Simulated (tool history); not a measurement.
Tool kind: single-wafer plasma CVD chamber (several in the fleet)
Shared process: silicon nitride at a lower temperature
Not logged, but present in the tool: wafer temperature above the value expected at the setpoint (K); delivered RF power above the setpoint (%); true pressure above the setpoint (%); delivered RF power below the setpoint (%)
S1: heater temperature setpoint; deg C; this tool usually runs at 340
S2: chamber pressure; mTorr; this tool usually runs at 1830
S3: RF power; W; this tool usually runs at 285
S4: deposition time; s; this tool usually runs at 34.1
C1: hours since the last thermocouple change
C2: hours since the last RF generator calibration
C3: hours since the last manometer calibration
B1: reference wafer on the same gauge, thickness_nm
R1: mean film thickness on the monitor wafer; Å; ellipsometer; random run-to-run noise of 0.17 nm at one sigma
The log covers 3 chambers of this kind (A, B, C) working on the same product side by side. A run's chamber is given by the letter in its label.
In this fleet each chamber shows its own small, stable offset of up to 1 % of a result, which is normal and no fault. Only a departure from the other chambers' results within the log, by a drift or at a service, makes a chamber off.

run	hour	S1	S2	S3	S4	C1	C2	C3	B1	R1
1B	8.4	340	1830	285	34.1	1426.9	198.1	63.3	39.308	399.99
2C	14.4	340	1830	285	34.1	369.4	511.2	848.4	39.291	400.48
3A	24.9	340	1830	285	34.1	1060.3	381.2	830.8	39.289	401.97
4B	37.5	340	1830	285	34.1	1456.0	227.2	92.4	39.272	402.15
5A	43.4	340	1830	285	34.1	1078.8	399.7	849.3	39.313	402.40
6C	51.7	340	1830	285	34.1	406.7	548.5	885.7	39.328	399.03
7A	58.3	340	1830	285	34.1	1093.7	414.6	864.2	39.297	399.83
8C	70.7	340	1830	285	34.1	425.7	567.5	904.7	39.311	397.92
9B	81.7	340	1830	285	34.1	1500.2	271.4	136.6	39.252	400.94
10B	92.8	340	1830	285	34.1	1511.3	282.5	147.7	39.315	400.94
11A	99.3	340	1830	240	34.1	1134.7	455.6	905.2	39.306	354.71
12C	105.2	340	1830	240	34.1	460.2	602.0	939.2	39.325	355.05
13A	116.4	340	1830	240	34.1	1151.8	472.7	922.3	39.318	359.18
14B	126.4	340	1830	285	34.1	1544.9	316.1	181.3	39.324	403.79
15C	134.6	340	1830	285	34.1	489.6	631.4	968.6	39.250	401.39
16B	143.2	340	2030	305	34.1	1561.7	332.9	198.1	39.288	429.18
17A	155.0	340	2030	305	34.1	1190.4	511.3	960.9	39.329	432.25
18C	166.3	340	2030	305	34.1	521.3	663.1	1000.3	39.314	429.81
# hour 168.3: chamber B: thermocouple changed; heater temperature recalibrated
19A	174.4	340	1830	285	34.1	1209.8	530.7	980.3	39.332	403.48
# hour 180.1: chamber A: capacitance manometer re-zeroed and calibrated
20C	181.4	340	1830	285	34.1	536.4	678.2	1015.4	39.284	402.89
21B	188.7	340	1830	285	34.1	20.5	378.4	243.6	39.291	398.89
22B	199.0	340	1830	285	34.1	30.8	388.7	253.9	39.268	394.85
23A	208.3	340	1830	245	34.1	1243.7	564.6	28.2	39.259	359.85
24C	219.9	340	1830	245	34.1	574.9	716.7	1053.9	39.311	360.84
25C	230.3	340	1830	245	34.1	585.3	727.1	1064.3	39.317	360.98
26B	238.9	340	1830	285	34.1	70.7	428.6	293.8	39.310	395.17
27A	247.8	340	1830	285	34.1	1283.2	604.1	67.7	39.302	397.71
28A	254.2	329	1830	285	34.1	1289.6	610.5	74.1	39.292	402.96
29C	260.7	329	1830	285	34.1	615.7	757.5	1094.7	39.333	400.89
30B	268.5	329	1830	285	34.1	100.3	458.2	323.4	39.272	397.33
31C	281.1	340	1830	285	34.1	636.1	777.9	1115.1	39.264	399.42
32B	290.3	340	1830	285	34.1	122.1	480.0	345.2	39.335	393.65
33A	300.5	340	1830	285	34.1	1335.9	656.8	120.4	39.270	402.42
# hour 307.6: chamber A: thermocouple changed; heater temperature recalibrated
34C	310.7	340	1830	285	34.1	665.7	807.5	1144.7	39.305	400.76
35A	320.5	340	1830	265	38.8	12.9	676.8	140.4	39.332	432.09
36B	330.6	340	1830	265	38.8	162.4	520.3	385.5	39.318	424.13
37C	342.2	340	1830	265	38.8	697.2	839.0	1176.2	39.260	431.94
38B	350.1	340	1830	285	34.1	181.9	539.8	405.0	39.295	388.67
39A	359.6	340	1830	285	34.1	52.0	715.9	179.5	39.289	406.76
40B	372.1	351	1550	285	34.1	203.9	561.8	427.0	39.307	371.91

Is one chamber off against the others, does the gauge drift, or is nothing wrong? If a chamber is off, say which, and what the likeliest cause is.

Little by little, chamber B moves away from the other chambers.
What lies behind it: delivered RF power below the setpoint (%) = 4.15.

Here are 4 candidates for chamber B's next run, each the usual settings with a change, their results left as question marks. Which one brings its results back in line with what the others give on the usual settings?
A result is in line if it is within this distance of the other chambers' mean on the usual settings: R1 6.10 Å
41B-1	381.3	339	2290	285	34.1					?
41B-2	381.3	339	2030	285	34.1					?
41B-3	381.3	340	1830	275	32.7					?
41B-4	381.3	340	1820	280	33.5					?

Mean of the other chambers on the usual settings: R1 401.67 Å
run	R1
41B-1	413.71
41B-2	401.15
41B-3	364.95
41B-4	378.02
Change 41B-2 lands the chamber within the allowed miss of the other chambers.
